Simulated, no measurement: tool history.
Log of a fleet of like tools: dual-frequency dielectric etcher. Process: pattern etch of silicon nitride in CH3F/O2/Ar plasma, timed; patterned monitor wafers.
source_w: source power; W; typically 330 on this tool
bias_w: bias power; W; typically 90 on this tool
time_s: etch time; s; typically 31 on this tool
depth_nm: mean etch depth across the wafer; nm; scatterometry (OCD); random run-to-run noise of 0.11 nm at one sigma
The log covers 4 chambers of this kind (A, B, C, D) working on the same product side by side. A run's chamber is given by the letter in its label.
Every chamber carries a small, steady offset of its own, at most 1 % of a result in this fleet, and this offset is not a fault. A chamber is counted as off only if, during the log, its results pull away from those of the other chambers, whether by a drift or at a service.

run	day	source_w	bias_w	time_s	read-back reference wafer on the same gauge, depth_nm	depth_nm
1C	0.471	330	90	31	22.489	21.808
2A	0.912	330	90	31	22.505	21.840
3D	1.392	330	90	31	22.518	21.792
4B	2.050	330	90	31	22.494	21.935
5A	2.371	330	90	31	22.525	21.642
6B	2.979	330	90	31	22.498	22.166
7C	3.667	330	90	31	22.520	21.934
8D	4.333	330	90	31	22.494	21.815
9B	4.988	330	90	31	22.507	21.952
10A	5.300	330	90	31	22.504	21.593
11D	5.696	330	90	31	22.528	21.816
12C	6.008	330	90	31	22.511	21.760
13D	6.504	330	90	31	22.518	21.824
14B	6.921	330	90	31	22.493	21.996
# day 7.154: chamber D: wet clean of the chamber
15A	7.525	330	90	31	22.506	21.714
16C	7.975	330	90	31	22.516	22.013
# day 8.400: chamber B: bias power generator calibrated
17D	8.575	330	90	31	22.524	22.011
18B	9.038	330	90	31	22.534	21.964
19A	9.338	330	90	31	22.507	21.790
20C	9.983	330	90	31	22.479	21.738
21B	10.450	330	90	31	22.489	21.689
22D	10.996	330	90	31	22.489	21.785
23A	11.517	330	90	31	22.498	21.966
24C	11.858	330	90	31	22.513	21.752
25A	12.483	330	90	31	22.504	21.684
26B	13.125	330	90	31	22.492	21.663
# day 13.583: chamber A: wet clean of the chamber
27C	13.646	330	90	31	22.512	21.960
# day 14.246: chamber C: wet clean of the chamber
28D	14.317	330	90	31	22.503	21.956
29C	14.808	330	90	26	22.507	18.230
30B	15.192	330	90	26	22.491	18.328
31A	15.650	330	90	26	22.519	18.132
32D	16.338	330	90	26	22.504	18.291
33B	17.008	330	90	31	22.506	21.852
34A	17.329	330	90	31	22.505	21.781
35D	17.996	380	74	31	22.530	21.416
# day 18.650: chamber D: source power generator calibrated
36C	18.654	380	74	31	22.522	21.442
37A	19.038	380	74	31	22.485	21.353
# day 19.221: chamber B: wet clean of the chamber
38D	19.354	380	74	31	22.492	21.431
39C	19.842	330	90	31	22.506	21.878
40B	20.296	330	90	31	22.500	21.719
41B	20.942	330	90	31	22.543	21.813

Read the log: is a single chamber off, either drifting away or since a service, is the gauge that measures every chamber drifting, or is nothing wrong beyond small per-chamber offsets? Name any odd chamber and what most likely caused it.

No chamber stands off beyond its own small offset, and the gauge holds steady.

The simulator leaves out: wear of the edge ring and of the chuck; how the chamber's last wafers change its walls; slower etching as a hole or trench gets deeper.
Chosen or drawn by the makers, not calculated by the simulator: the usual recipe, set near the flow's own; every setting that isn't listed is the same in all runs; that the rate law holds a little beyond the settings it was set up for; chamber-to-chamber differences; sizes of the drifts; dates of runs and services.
